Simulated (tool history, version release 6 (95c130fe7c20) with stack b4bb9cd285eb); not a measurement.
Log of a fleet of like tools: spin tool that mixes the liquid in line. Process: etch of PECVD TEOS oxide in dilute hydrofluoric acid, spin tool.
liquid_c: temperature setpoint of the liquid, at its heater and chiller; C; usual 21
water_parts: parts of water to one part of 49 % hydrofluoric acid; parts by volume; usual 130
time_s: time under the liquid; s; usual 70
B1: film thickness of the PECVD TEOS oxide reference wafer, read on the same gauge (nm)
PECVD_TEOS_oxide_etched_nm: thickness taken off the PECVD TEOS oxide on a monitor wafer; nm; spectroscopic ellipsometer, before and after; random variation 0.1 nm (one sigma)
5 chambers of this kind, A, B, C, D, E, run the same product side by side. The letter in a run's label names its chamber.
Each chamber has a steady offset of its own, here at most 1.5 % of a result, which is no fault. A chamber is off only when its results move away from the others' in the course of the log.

{"run": "1B", "hour": 5.0, "liquid_c": 21, "water_parts": 130, "time_s": 70, "B1": 39.972, "PECVD_TEOS_oxide_etched_nm": 12.952}
{"run": "2C", "hour": 11.5, "liquid_c": 21, "water_parts": 130, "time_s": 70, "B1": 40.002, "PECVD_TEOS_oxide_etched_nm": 13.044}
{"run": "3E", "hour": 17.2, "liquid_c": 21, "water_parts": 130, "time_s": 70, "B1": 40.033, "PECVD_TEOS_oxide_etched_nm": 13.272}
{"run": "4D", "hour": 22.0, "liquid_c": 21, "water_parts": 130, "time_s": 70, "B1": 39.996, "PECVD_TEOS_oxide_etched_nm": 12.99}
{"run": "5A", "hour": 29.6, "liquid_c": 21, "water_parts": 130, "time_s": 70, "B1": 40.012, "PECVD_TEOS_oxide_etched_nm": 13.248}
{"run": "6D", "hour": 36.2, "liquid_c": 21, "water_parts": 130, "time_s": 70, "B1": 40.022, "PECVD_TEOS_oxide_etched_nm": 13.094}
{"hour": 40.6, "done": "chamber B: thermometer replaced"}
{"run": "7E", "hour": 41.8, "liquid_c": 21, "water_parts": 130, "time_s": 70, "B1": 40.021, "PECVD_TEOS_oxide_etched_nm": 13.329}
{"run": "8C", "hour": 49.9, "liquid_c": 21, "water_parts": 130, "time_s": 70, "B1": 39.975, "PECVD_TEOS_oxide_etched_nm": 12.994}
{"run": "9B", "hour": 54.9, "liquid_c": 21, "water_parts": 130, "time_s": 70, "B1": 40.011, "PECVD_TEOS_oxide_etched_nm": 13.097}
{"run": "10A", "hour": 61.4, "liquid_c": 21, "water_parts": 130, "time_s": 70, "B1": 39.985, "PECVD_TEOS_oxide_etched_nm": 13.012}
{"run": "11E", "hour": 66.7, "liquid_c": 21, "water_parts": 130, "time_s": 70, "B1": 40.019, "PECVD_TEOS_oxide_etched_nm": 13.125}
{"run": "12A", "hour": 73.2, "liquid_c": 21, "water_parts": 130, "time_s": 70, "B1": 40.014, "PECVD_TEOS_oxide_etched_nm": 13.199}
{"run": "13D", "hour": 77.3, "liquid_c": 21, "water_parts": 130, "time_s": 70, "B1": 40.034, "PECVD_TEOS_oxide_etched_nm": 13.007}
{"run": "14C", "hour": 83.2, "liquid_c": 21, "water_parts": 160, "time_s": 105, "B1": 40.005, "PECVD_TEOS_oxide_etched_nm": 15.378}
{"run": "15B", "hour": 91.0, "liquid_c": 21, "water_parts": 160, "time_s": 105, "B1": 39.999, "PECVD_TEOS_oxide_etched_nm": 15.112}
{"run": "16C", "hour": 97.0, "liquid_c": 21, "water_parts": 160, "time_s": 105, "B1": 40.005, "PECVD_TEOS_oxide_etched_nm": 15.387}
{"run": "17A", "hour": 104.6, "liquid_c": 21, "water_parts": 160, "time_s": 105, "B1": 39.965, "PECVD_TEOS_oxide_etched_nm": 15.634}
{"run": "18B", "hour": 113.4, "liquid_c": 21, "water_parts": 160, "time_s": 105, "B1": 40.007, "PECVD_TEOS_oxide_etched_nm": 15.486}
{"run": "19E", "hour": 120.0, "liquid_c": 21, "water_parts": 130, "time_s": 50, "B1": 39.999, "PECVD_TEOS_oxide_etched_nm": 9.5146}
{"run": "20D", "hour": 127.7, "liquid_c": 21, "water_parts": 130, "time_s": 50, "B1": 40.015, "PECVD_TEOS_oxide_etched_nm": 9.1427}
{"run": "21B", "hour": 132.0, "liquid_c": 21, "water_parts": 130, "time_s": 50, "B1": 40.056, "PECVD_TEOS_oxide_etched_nm": 9.3162}
{"hour": 134.5, "done": "chamber C: thermometer replaced"}
{"run": "22A", "hour": 139.6, "liquid_c": 21, "water_parts": 130, "time_s": 50, "B1": 39.992, "PECVD_TEOS_oxide_etched_nm": 9.3862}
{"run": "23E", "hour": 145.7, "liquid_c": 21, "water_parts": 130, "time_s": 50, "B1": 39.996, "PECVD_TEOS_oxide_etched_nm": 9.4852}
{"run": "24D", "hour": 150.0, "liquid_c": 21, "water_parts": 130, "time_s": 70, "B1": 39.999, "PECVD_TEOS_oxide_etched_nm": 12.9}
{"run": "25C", "hour": 155.5, "liquid_c": 21, "water_parts": 130, "time_s": 70, "B1": 39.961, "PECVD_TEOS_oxide_etched_nm": 12.501}
{"hour": 157.9, "done": "chamber D: thermometer replaced"}
{"run": "26C", "hour": 163.1, "liquid_c": 21, "water_parts": 130, "time_s": 70, "B1": 40.001, "PECVD_TEOS_oxide_etched_nm": 12.579}
{"run": "27E", "hour": 169.1, "liquid_c": 21, "water_parts": 130, "time_s": 70, "B1": 40.019, "PECVD_TEOS_oxide_etched_nm": 13.289}
{"run": "28A", "hour": 174.1, "liquid_c": 21, "water_parts": 130, "time_s": 70, "B1": 39.977, "PECVD_TEOS_oxide_etched_nm": 13.152}
{"run": "29B", "hour": 178.1, "liquid_c": 21, "water_parts": 130, "time_s": 70, "B1": 39.994, "PECVD_TEOS_oxide_etched_nm": 13.119}
{"run": "30D", "hour": 183.1, "liquid_c": 21, "water_parts": 130, "time_s": 70, "B1": 39.99, "PECVD_TEOS_oxide_etched_nm": 13.031}
{"run": "31B", "hour": 187.6, "liquid_c": 21, "water_parts": 130, "time_s": 70, "B1": 39.956, "PECVD_TEOS_oxide_etched_nm": 12.969}
{"run": "32A", "hour": 195.4, "liquid_c": 21, "water_parts": 130, "time_s": 70, "B1": 39.988, "PECVD_TEOS_oxide_etched_nm": 13.296}

What goes on in this fleet: one chamber off, a drifting gauge, or nothing beyond the chambers' own small offsets? Name the chamber and the cause, if any.

Chamber C drifts away from the others.
Cause: hydrofluoric acid flow below the setpoint (%) = 4.89.

Here are 4 candidates for chamber C's next run, each the usual settings with a change, their results left as question marks. Which one brings its results back in line with what the others give on the usual settings?
In line means no further than this from the other chambers' mean on the usual settings: PECVD_TEOS_oxide_etched_nm 0.35 nm
{"run": "33C-1", "hour": 202.0, "liquid_c": 21.5, "water_parts": 130, "time_s": 70, "PECVD_TEOS_oxide_etched_nm": "?"}
{"run": "33C-2", "hour": 202.0, "liquid_c": 19.5, "water_parts": 130, "time_s": 70, "PECVD_TEOS_oxide_etched_nm": "?"}
{"run": "33C-3", "hour": 202.0, "liquid_c": 21, "water_parts": 130, "time_s": 75, "PECVD_TEOS_oxide_etched_nm": "?"}
{"run": "33C-4", "hour": 202.0, "liquid_c": 20.5, "water_parts": 130, "time_s": 70, "PECVD_TEOS_oxide_etched_nm": "?"}

The other chambers' mean on the usual settings: PECVD_TEOS_oxide_etched_nm 13.128 nm
run=33C-1 PECVD_TEOS_oxide_etched_nm=12.6
run=33C-2 PECVD_TEOS_oxide_etched_nm=11.647
run=33C-3 PECVD_TEOS_oxide_etched_nm=13.241
run=33C-4 PECVD_TEOS_oxide_etched_nm=12.119
33C-3 brings the chamber back in line.
